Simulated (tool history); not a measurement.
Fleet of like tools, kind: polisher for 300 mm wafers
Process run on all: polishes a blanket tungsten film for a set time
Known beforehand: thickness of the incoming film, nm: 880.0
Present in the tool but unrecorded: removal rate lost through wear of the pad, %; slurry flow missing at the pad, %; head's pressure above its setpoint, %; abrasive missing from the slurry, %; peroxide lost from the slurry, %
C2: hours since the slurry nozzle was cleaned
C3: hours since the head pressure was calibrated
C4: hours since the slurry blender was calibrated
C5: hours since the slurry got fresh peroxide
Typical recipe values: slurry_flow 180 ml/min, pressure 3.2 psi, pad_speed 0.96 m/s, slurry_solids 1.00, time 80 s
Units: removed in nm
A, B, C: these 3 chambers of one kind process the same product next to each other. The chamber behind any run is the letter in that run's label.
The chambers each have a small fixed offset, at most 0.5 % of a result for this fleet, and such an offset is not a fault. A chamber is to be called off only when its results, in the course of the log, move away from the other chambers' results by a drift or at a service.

{"run": "1A", "hour": 7.9, "slurry_flow": 180, "pressure": 3.2, "pad_speed": 0.96, "slurry_solids": 1.0, "time": 80, "wafers polished on this pad": 1024, "C2": 672.3, "C3": 235.1, "C4": 219.0, "C5": 99.4, "removed": 281.32}
{"hour": 8.7, "done": "chamber A: worn pad replaced by a new one"}
{"run": "2C", "hour": 20.2, "slurry_flow": 180, "pressure": 3.2, "pad_speed": 0.96, "slurry_solids": 1.0, "time": 80, "wafers polished on this pad": 321, "C2": 155.2, "C3": 463.3, "C4": 136.3, "C5": 61.6, "removed": 288.72}
{"hour": 26.0, "done": "chamber A: slurry nozzle cleaned"}
{"run": "3B", "hour": 33.9, "slurry_flow": 180, "pressure": 3.2, "pad_speed": 0.96, "slurry_solids": 1.0, "time": 80, "wafers polished on this pad": 807, "C2": 286.9, "C3": 710.3, "C4": 210.3, "C5": 69.0, "removed": 286.48}
{"hour": 36.9, "done": "chamber A: slurry tank refilled with fresh slurry and peroxide"}
{"run": "4A", "hour": 43.2, "slurry_flow": 180, "pressure": 3.2, "pad_speed": 0.96, "slurry_solids": 1.0, "time": 80, "wafers polished on this pad": 409, "C2": 17.2, "C3": 270.4, "C4": 254.3, "C5": 6.3, "removed": 290.83}
{"hour": 48.2, "done": "chamber C: slurry tank refilled with fresh slurry and peroxide"}
{"run": "5B", "hour": 57.1, "slurry_flow": 180, "pressure": 3.2, "pad_speed": 0.96, "slurry_solids": 1.0, "time": 80, "wafers polished on this pad": 1082, "C2": 310.1, "C3": 733.5, "C4": 233.5, "C5": 92.2, "removed": 286.37}
{"hour": 68.1, "done": "chamber B: slurry tank refilled with fresh slurry and peroxide"}
{"run": "6C", "hour": 68.5, "slurry_flow": 180, "pressure": 3.2, "pad_speed": 0.96, "slurry_solids": 1.0, "time": 80, "wafers polished on this pad": 893, "C2": 203.5, "C3": 511.6, "C4": 184.6, "C5": 20.4, "removed": 294.71}
{"hour": 69.9, "done": "chamber C: worn pad replaced by a new one"}
{"run": "7B", "hour": 76.8, "slurry_flow": 180, "pressure": 3.2, "pad_speed": 1.16, "slurry_solids": 1.25, "time": 80, "wafers polished on this pad": 1315, "C2": 329.8, "C3": 753.2, "C4": 253.2, "C5": 8.8, "removed": 380.33}
{"hour": 80.7, "done": "chamber A: worn pad replaced by a new one"}
{"run": "8C", "hour": 86.0, "slurry_flow": 180, "pressure": 3.2, "pad_speed": 1.16, "slurry_solids": 1.25, "time": 80, "wafers polished on this pad": 190, "C2": 221.0, "C3": 529.1, "C4": 202.1, "C5": 37.9, "removed": 382.75}
{"run": "9A", "hour": 95.6, "slurry_flow": 180, "pressure": 3.2, "pad_speed": 1.16, "slurry_solids": 1.25, "time": 80, "wafers polished on this pad": 176, "C2": 69.6, "C3": 322.8, "C4": 306.7, "C5": 58.7, "removed": 372.64}
{"run": "10A", "hour": 110.3, "slurry_flow": 180, "pressure": 3.2, "pad_speed": 0.96, "slurry_solids": 1.0, "time": 80, "wafers polished on this pad": 350, "C2": 84.3, "C3": 337.5, "C4": 321.4, "C5": 73.4, "removed": 289.01}
{"run": "11B", "hour": 124.7, "slurry_flow": 180, "pressure": 3.2, "pad_speed": 0.96, "slurry_solids": 1.0, "time": 80, "wafers polished on this pad": 1883, "C2": 377.7, "C3": 801.1, "C4": 301.1, "C5": 56.7, "removed": 292.99}
{"hour": 134.5, "done": "chamber C: slurry tank refilled with fresh slurry and peroxide"}
{"run": "12C", "hour": 137.8, "slurry_flow": 180, "pressure": 3.2, "pad_speed": 0.96, "slurry_solids": 1.0, "time": 80, "wafers polished on this pad": 804, "C2": 272.8, "C3": 580.9, "C4": 253.9, "C5": 3.4, "removed": 280.66}
{"run": "13A", "hour": 145.3, "slurry_flow": 180, "pressure": 3.2, "pad_speed": 0.96, "slurry_solids": 1.0, "time": 80, "wafers polished on this pad": 765, "C2": 119.3, "C3": 372.5, "C4": 356.4, "C5": 108.4, "removed": 286.54}
{"hour": 148.9, "done": "chamber C: worn pad replaced by a new one"}
{"run": "14C", "hour": 158.2, "slurry_flow": 180, "pressure": 3.2, "pad_speed": 0.96, "slurry_solids": 1.0, "time": 80, "wafers polished on this pad": 110, "C2": 293.2, "C3": 601.3, "C4": 274.3, "C5": 23.8, "removed": 286.8}
{"hour": 164.4, "done": "chamber A: worn pad replaced by a new one"}
{"run": "15B", "hour": 168.3, "slurry_flow": 180, "pressure": 3.2, "pad_speed": 0.96, "slurry_solids": 1.0, "time": 80, "wafers polished on this pad": 2399, "C2": 421.3, "C3": 844.7, "C4": 344.7, "C5": 100.3, "removed": 286.07}
{"run": "16C", "hour": 175.5, "slurry_flow": 180, "pressure": 3.2, "pad_speed": 0.96, "slurry_solids": 1.0, "time": 80, "wafers polished on this pad": 315, "C2": 310.5, "C3": 618.6, "C4": 291.6, "C5": 41.1, "removed": 287.21}
{"hour": 179.8, "done": "chamber C: slurry blender recalibrated"}
{"hour": 181.2, "done": "chamber A: slurry tank refilled with fresh slurry and peroxide"}
{"run": "17B", "hour": 184.9, "slurry_flow": 180, "pressure": 3.2, "pad_speed": 0.96, "slurry_solids": 1.0, "time": 80, "wafers polished on this pad": 2596, "C2": 437.9, "C3": 861.3, "C4": 361.3, "C5": 116.9, "removed": 280.41}
{"run": "18A", "hour": 194.1, "slurry_flow": 180, "pressure": 3.2, "pad_speed": 0.96, "slurry_solids": 1.0, "time": 80, "wafers polished on this pad": 352, "C2": 168.1, "C3": 421.3, "C4": 405.2, "C5": 13.0, "removed": 288.92}
{"run": "19A", "hour": 201.7, "slurry_flow": 180, "pressure": 3.2, "pad_speed": 0.96, "slurry_solids": 1.0, "time": 80, "wafers polished on this pad": 442, "C2": 175.7, "C3": 428.9, "C4": 412.8, "C5": 20.6, "removed": 287.23}
{"hour": 207.1, "done": "chamber B: slurry tank refilled with fresh slurry and peroxide"}
{"run": "20C", "hour": 210.6, "slurry_flow": 180, "pressure": 3.2, "pad_speed": 0.96, "slurry_solids": 1.0, "time": 80, "wafers polished on this pad": 731, "C2": 345.6, "C3": 653.7, "C4": 30.8, "C5": 76.2, "removed": 290.1}
{"hour": 212.4, "done": "chamber B: slurry blender recalibrated"}
{"run": "21B", "hour": 220.5, "slurry_flow": 180, "pressure": 3.2, "pad_speed": 0.96, "slurry_solids": 1.0, "time": 80, "wafers polished on this pad": 3018, "C2": 473.5, "C3": 896.9, "C4": 8.1, "C5": 13.5, "removed": 284.66}
{"hour": 222.4, "done": "chamber C: slurry nozzle cleaned"}
{"hour": 224.2, "done": "chamber C: worn pad replaced by a new one"}
{"hour": 225.2, "done": "chamber C: slurry tank refilled with fresh slurry and peroxide"}
{"run": "22C", "hour": 230.6, "slurry_flow": 180, "pressure": 3.2, "pad_speed": 0.96, "slurry_solids": 1.0, "time": 80, "wafers polished on this pad": 76, "C2": 8.3, "C3": 673.7, "C4": 50.8, "C5": 5.5, "removed": 295.29}
{"run": "23A", "hour": 240.5, "slurry_flow": 180, "pressure": 3.2, "pad_speed": 0.96, "slurry_solids": 1.0, "time": 80, "wafers polished on this pad": 902, "C2": 214.5, "C3": 467.7, "C4": 451.6, "C5": 59.4, "removed": 288.51}
{"hour": 241.7, "done": "chamber A: worn pad replaced by a new one"}
{"run": "24B", "hour": 248.5, "slurry_flow": 180, "pressure": 3.2, "pad_speed": 0.96, "slurry_solids": 1.0, "time": 80, "wafers polished on this pad": 3349, "C2": 501.5, "C3": 924.9, "C4": 36.1, "C5": 41.5, "removed": 285.2}
{"hour": 253.6, "done": "chamber A: head pressure recalibrated"}
{"hour": 257.8, "done": "chamber B: slurry nozzle cleaned"}
{"run": "25B", "hour": 259.8, "slurry_flow": 180, "pressure": 3.2, "pad_speed": 0.96, "slurry_solids": 1.0, "time": 80, "wafers polished on this pad": 3483, "C2": 2.1, "C3": 936.2, "C4": 47.4, "C5": 52.8, "removed": 281.73}
{"hour": 262.9, "done": "chamber B: head pressure recalibrated"}
{"hour": 265.9, "done": "chamber A: slurry blender recalibrated"}
{"run": "26C", "hour": 272.8, "slurry_flow": 180, "pressure": 3.2, "pad_speed": 0.96, "slurry_solids": 1.0, "time": 80, "wafers polished on this pad": 576, "C2": 50.5, "C3": 715.9, "C4": 93.0, "C5": 47.7, "removed": 287.98}
{"run": "27A", "hour": 280.3, "slurry_flow": 180, "pressure": 3.2, "pad_speed": 0.96, "slurry_solids": 1.0, "time": 80, "wafers polished on this pad": 458, "C2": 254.3, "C3": 26.8, "C4": 14.4, "C5": 99.2, "removed": 286.17}
{"run": "28B", "hour": 291.4, "slurry_flow": 180, "pressure": 3.2, "pad_speed": 0.96, "slurry_solids": 1.0, "time": 80, "wafers polished on this pad": 3857, "C2": 33.7, "C3": 28.6, "C4": 79.0, "C5": 84.4, "removed": 271.58}
{"hour": 292.1, "done": "chamber C: worn pad replaced by a new one"}
{"hour": 292.7, "done": "chamber C: head pressure recalibrated"}
{"hour": 295.1, "done": "chamber C: slurry tank refilled with fresh slurry and peroxide"}
{"run": "29A", "hour": 297.7, "slurry_flow": 180, "pressure": 3.2, "pad_speed": 0.96, "slurry_solids": 1.0, "time": 69, "wafers polished on this pad": 664, "C2": 271.7, "C3": 44.2, "C4": 31.8, "C5": 116.6, "removed": 240.88}
{"run": "30C", "hour": 305.6, "slurry_flow": 180, "pressure": 3.2, "pad_speed": 0.96, "slurry_solids": 1.0, "time": 69, "wafers polished on this pad": 160, "C2": 83.3, "C3": 12.9, "C4": 125.8, "C5": 10.6, "removed": 251.02}
{"hour": 307.8, "done": "chamber A: slurry tank refilled with fresh slurry and peroxide"}
{"run": "31A", "hour": 317.1, "slurry_flow": 180, "pressure": 3.2, "pad_speed": 0.96, "slurry_solids": 1.0, "time": 69, "wafers polished on this pad": 893, "C2": 291.1, "C3": 63.6, "C4": 51.2, "C5": 9.3, "removed": 245.61}
{"hour": 321.9, "done": "chamber B: slurry tank refilled with fresh slurry and peroxide"}
{"run": "32C", "hour": 327.0, "slurry_flow": 180, "pressure": 3.2, "pad_speed": 0.96, "slurry_solids": 1.0, "time": 80, "wafers polished on this pad": 414, "C2": 104.7, "C3": 34.3, "C4": 147.2, "C5": 32.0, "removed": 280.72}
{"hour": 331.2, "done": "chamber A: worn pad replaced by a new one"}
{"run": "33B", "hour": 338.5, "slurry_flow": 180, "pressure": 3.2, "pad_speed": 0.76, "slurry_solids": 0.75, "time": 80, "wafers polished on this pad": 4415, "C2": 80.8, "C3": 75.7, "C4": 126.1, "C5": 16.6, "removed": 203.43}
{"run": "34B", "hour": 344.9, "slurry_flow": 180, "pressure": 3.2, "pad_speed": 0.76, "slurry_solids": 0.75, "time": 80, "wafers polished on this pad": 4491, "C2": 87.2, "C3": 82.1, "C4": 132.5, "C5": 23.0, "removed": 202.83}
{"run": "35A", "hour": 355.3, "slurry_flow": 180, "pressure": 3.2, "pad_speed": 0.76, "slurry_solids": 0.75, "time": 80, "wafers polished on this pad": 286, "C2": 329.3, "C3": 101.8, "C4": 89.4, "C5": 47.5, "removed": 216.52}
{"run": "36C", "hour": 363.7, "slurry_flow": 180, "pressure": 3.2, "pad_speed": 0.96, "slurry_solids": 1.0, "time": 80, "wafers polished on this pad": 848, "C2": 141.4, "C3": 71.0, "C4": 183.9, "C5": 68.7, "removed": 287.96}
{"run": "37C", "hour": 374.1, "slurry_flow": 180, "pressure": 3.2, "pad_speed": 0.96, "slurry_solids": 1.0, "time": 80, "wafers polished on this pad": 971, "C2": 151.8, "C3": 81.4, "C4": 194.3, "C5": 79.1, "removed": 291.83}
{"run": "38A", "hour": 387.9, "slurry_flow": 180, "pressure": 3.2, "pad_speed": 0.96, "slurry_solids": 1.0, "time": 80, "wafers polished on this pad": 672, "C2": 361.9, "C3": 134.4, "C4": 122.0, "C5": 80.1, "removed": 287.18}
{"run": "39B", "hour": 398.2, "slurry_flow": 180, "pressure": 3.2, "pad_speed": 0.96, "slurry_solids": 1.0, "time": 80, "wafers polished on this pad": 5122, "C2": 140.5, "C3": 135.4, "C4": 185.8, "C5": 76.3, "removed": 258.95}

Next, all 3 chambers run the settings below, one line each with question marks for the results. What does each chamber give?
{"run": "40A", "hour": 408.7, "slurry_flow": 180, "pressure": 3.2, "pad_speed": 0.96, "slurry_solids": 1.0, "time": 80, "removed": "?"}
{"run": "40B", "hour": 408.7, "slurry_flow": 180, "pressure": 3.2, "pad_speed": 0.96, "slurry_solids": 1.0, "time": 80, "removed": "?"}
{"run": "40C", "hour": 408.7, "slurry_flow": 180, "pressure": 3.2, "pad_speed": 0.96, "slurry_solids": 1.0, "time": 80, "removed": "?"}

run=40A removed=291.96
run=40B removed=270.65
run=40C removed=292.22
